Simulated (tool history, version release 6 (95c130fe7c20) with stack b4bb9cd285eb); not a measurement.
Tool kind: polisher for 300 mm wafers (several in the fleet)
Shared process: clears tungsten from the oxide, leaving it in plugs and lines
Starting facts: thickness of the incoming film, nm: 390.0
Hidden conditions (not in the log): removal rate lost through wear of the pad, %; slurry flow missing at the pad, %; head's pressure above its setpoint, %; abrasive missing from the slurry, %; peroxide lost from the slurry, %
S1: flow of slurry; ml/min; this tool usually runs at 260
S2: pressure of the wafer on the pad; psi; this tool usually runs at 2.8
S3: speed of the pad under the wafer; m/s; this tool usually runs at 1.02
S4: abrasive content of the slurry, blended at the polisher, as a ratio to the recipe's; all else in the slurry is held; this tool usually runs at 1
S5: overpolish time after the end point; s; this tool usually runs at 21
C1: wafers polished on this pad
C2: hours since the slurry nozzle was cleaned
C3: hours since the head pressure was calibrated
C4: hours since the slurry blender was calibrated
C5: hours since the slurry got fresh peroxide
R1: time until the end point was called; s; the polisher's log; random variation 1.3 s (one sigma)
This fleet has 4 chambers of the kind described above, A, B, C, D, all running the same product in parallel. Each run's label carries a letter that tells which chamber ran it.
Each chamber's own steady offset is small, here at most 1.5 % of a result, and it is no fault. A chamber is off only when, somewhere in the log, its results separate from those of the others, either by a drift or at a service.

{"hour": 4.1, "done": "chamber B: slurry tank refilled with fresh slurry and peroxide"}
{"run": "1C", "hour": 12.9, "S1": 260, "S2": 2.8, "S3": 1.02, "S4": 1, "S5": 21, "C1": 544, "C2": 281.5, "C3": 720.1, "C4": 327.1, "C5": 59.0, "R1": 117.75}
{"run": "2B", "hour": 24.7, "S1": 260, "S2": 2.8, "S3": 1.02, "S4": 1, "S5": 21, "C1": 219, "C2": 414.5, "C3": 409.6, "C4": 76.3, "C5": 20.7, "R1": 114.18}
{"hour": 31.7, "done": "chamber C: slurry tank refilled with fresh slurry and peroxide"}
{"hour": 33.9, "done": "chamber D: head pressure recalibrated"}
{"run": "3D", "hour": 35.7, "S1": 260, "S2": 2.8, "S3": 1.02, "S4": 1, "S5": 21, "C1": 438, "C2": 311.6, "C3": 1.8, "C4": 379.8, "C5": 43.1, "R1": 113.57}
{"hour": 39.2, "done": "chamber D: slurry tank refilled with fresh slurry and peroxide"}
{"hour": 44.3, "done": "chamber A: worn pad replaced by a new one"}
{"run": "4A", "hour": 47.9, "S1": 260, "S2": 2.8, "S3": 1.02, "S4": 1, "S5": 21, "C1": 25, "C2": 80.8, "C3": 75.3, "C4": 131.0, "C5": 116.8, "R1": 115.36}
{"run": "5C", "hour": 62.0, "S1": 260, "S2": 2.8, "S3": 1.02, "S4": 1, "S5": 21, "C1": 891, "C2": 330.6, "C3": 769.2, "C4": 376.2, "C5": 30.4, "R1": 117.0}
{"hour": 64.6, "done": "chamber B: head pressure recalibrated"}
{"run": "6B", "hour": 71.9, "S1": 260, "S2": 2.8, "S3": 1.02, "S4": 1, "S5": 15, "C1": 552, "C2": 461.7, "C3": 7.4, "C4": 123.5, "C5": 67.9, "R1": 114.47}
{"hour": 72.8, "done": "chamber D: slurry blender recalibrated"}
{"hour": 78.5, "done": "chamber D: worn pad replaced by a new one"}
{"run": "7A", "hour": 83.8, "S1": 260, "S2": 2.8, "S3": 1.02, "S4": 1, "S5": 15, "C1": 279, "C2": 116.7, "C3": 111.2, "C4": 166.9, "C5": 152.7, "R1": 115.93}
{"hour": 86.9, "done": "chamber B: slurry blender recalibrated"}
{"hour": 88.8, "done": "chamber B: worn pad replaced by a new one"}
{"hour": 91.3, "done": "chamber D: slurry tank refilled with fresh slurry and peroxide"}
{"run": "8D", "hour": 92.1, "S1": 260, "S2": 2.8, "S3": 1.02, "S4": 1, "S5": 15, "C1": 96, "C2": 368.0, "C3": 58.2, "C4": 19.3, "C5": 0.8, "R1": 115.44}
{"hour": 96.0, "done": "chamber A: slurry tank refilled with fresh slurry and peroxide"}
{"run": "9B", "hour": 101.4, "S1": 260, "S2": 2.8, "S3": 1.02, "S4": 1, "S5": 15, "C1": 88, "C2": 491.2, "C3": 36.9, "C4": 14.6, "C5": 97.4, "R1": 112.56}
{"hour": 112.6, "done": "chamber C: slurry tank refilled with fresh slurry and peroxide"}
{"hour": 113.2, "done": "chamber C: worn pad replaced by a new one"}
{"run": "10C", "hour": 115.3, "S1": 260, "S2": 2.8, "S3": 1.02, "S4": 1, "S5": 21, "C1": 15, "C2": 383.9, "C3": 822.5, "C4": 429.5, "C5": 2.7, "R1": 116.71}
{"hour": 118.6, "done": "chamber C: slurry nozzle cleaned"}
{"run": "11D", "hour": 130.7, "S1": 260, "S2": 2.8, "S3": 1.02, "S4": 1, "S5": 21, "C1": 368, "C2": 406.6, "C3": 96.8, "C4": 57.9, "C5": 39.4, "R1": 112.88}
{"hour": 140.4, "done": "chamber D: slurry tank refilled with fresh slurry and peroxide"}
{"hour": 140.7, "done": "chamber C: slurry blender recalibrated"}
{"run": "12A", "hour": 142.4, "S1": 260, "S2": 2.8, "S3": 1.02, "S4": 1, "S5": 21, "C1": 692, "C2": 175.3, "C3": 169.8, "C4": 225.5, "C5": 46.4, "R1": 115.02}
{"hour": 147.9, "done": "chamber A: slurry nozzle cleaned"}
{"hour": 152.8, "done": "chamber B: slurry nozzle cleaned"}
{"run": "13B", "hour": 155.6, "S1": 260, "S2": 2.8, "S3": 1.02, "S4": 1, "S5": 21, "C1": 471, "C2": 2.9, "C3": 91.1, "C4": 68.8, "C5": 151.6, "R1": 115.41}
{"run": "14C", "hour": 164.2, "S1": 260, "S2": 2.8, "S3": 1.02, "S4": 1, "S5": 21, "C1": 360, "C2": 45.7, "C3": 871.4, "C4": 23.5, "C5": 51.6, "R1": 116.9}
{"hour": 165.1, "done": "chamber B: slurry tank refilled with fresh slurry and peroxide"}
{"hour": 169.8, "done": "chamber D: worn pad replaced by a new one"}
{"hour": 172.6, "done": "chamber B: worn pad replaced by a new one"}
{"run": "15A", "hour": 175.2, "S1": 260, "S2": 2.8, "S3": 1.02, "S4": 1, "S5": 21, "C1": 924, "C2": 27.3, "C3": 202.6, "C4": 258.3, "C5": 79.2, "R1": 113.31}
{"run": "16D", "hour": 183.2, "S1": 260, "S2": 3.4, "S3": 1.02, "S4": 1, "S5": 21, "C1": 94, "C2": 459.1, "C3": 149.3, "C4": 110.4, "C5": 42.8, "R1": 91.609}
{"hour": 189.1, "done": "chamber D: slurry tank refilled with fresh slurry and peroxide"}
{"run": "17D", "hour": 195.4, "S1": 260, "S2": 3.4, "S3": 1.02, "S4": 1, "S5": 21, "C1": 180, "C2": 471.3, "C3": 161.5, "C4": 122.6, "C5": 6.3, "R1": 93.042}
{"hour": 196.0, "done": "chamber A: worn pad replaced by a new one"}
{"hour": 202.0, "done": "chamber C: slurry tank refilled with fresh slurry and peroxide"}
{"run": "18B", "hour": 207.0, "S1": 260, "S2": 3.4, "S3": 1.02, "S4": 1, "S5": 21, "C1": 242, "C2": 54.3, "C3": 142.5, "C4": 120.2, "C5": 42.0, "R1": 92.931}
{"run": "19C", "hour": 219.2, "S1": 260, "S2": 3.4, "S3": 1.02, "S4": 1, "S5": 21, "C1": 748, "C2": 100.7, "C3": 926.4, "C4": 78.5, "C5": 17.3, "R1": 95.153}
{"hour": 219.4, "done": "chamber A: slurry blender recalibrated"}
{"run": "20A", "hour": 229.9, "S1": 260, "S2": 2.8, "S3": 1.02, "S4": 1, "S5": 21, "C1": 239, "C2": 82.0, "C3": 257.3, "C4": 10.5, "C5": 133.9, "R1": 114.53}
{"run": "21B", "hour": 240.9, "S1": 260, "S2": 2.8, "S3": 1.02, "S4": 1, "S5": 21, "C1": 482, "C2": 88.2, "C3": 176.4, "C4": 154.1, "C5": 75.9, "R1": 113.17}
{"hour": 250.5, "done": "chamber D: slurry tank refilled with fresh slurry and peroxide"}
{"run": "22C", "hour": 251.9, "S1": 260, "S2": 2.8, "S3": 1.02, "S4": 1, "S5": 21, "C1": 979, "C2": 133.4, "C3": 959.1, "C4": 111.2, "C5": 50.0, "R1": 117.08}
{"hour": 264.5, "done": "chamber D: worn pad replaced by a new one"}
{"run": "23D", "hour": 264.8, "S1": 260, "S2": 2.8, "S3": 1.02, "S4": 1, "S5": 21, "C1": 2, "C2": 540.7, "C3": 230.9, "C4": 192.0, "C5": 14.3, "R1": 111.49}
{"run": "24A", "hour": 272.0, "S1": 260, "S2": 2.8, "S3": 1.02, "S4": 1, "S5": 21, "C1": 536, "C2": 124.1, "C3": 299.4, "C4": 52.6, "C5": 176.0, "R1": 112.35}

All 4 chambers run these settings next. Forecast each chamber's results:
{"run": "25A", "hour": 283.6, "S1": 260, "S2": 2.8, "S3": 1.02, "S4": 1, "S5": 21, "R1": "?"}
{"run": "25B", "hour": 283.6, "S1": 260, "S2": 2.8, "S3": 1.02, "S4": 1, "S5": 21, "R1": "?"}
{"run": "25C", "hour": 283.6, "S1": 260, "S2": 2.8, "S3": 1.02, "S4": 1, "S5": 21, "R1": "?"}
{"run": "25D", "hour": 283.6, "S1": 260, "S2": 2.8, "S3": 1.02, "S4": 1, "S5": 21, "R1": "?"}

run=25A R1=114.380
run=25B R1=113.570
run=25C R1=115.230
run=25D R1=115.910
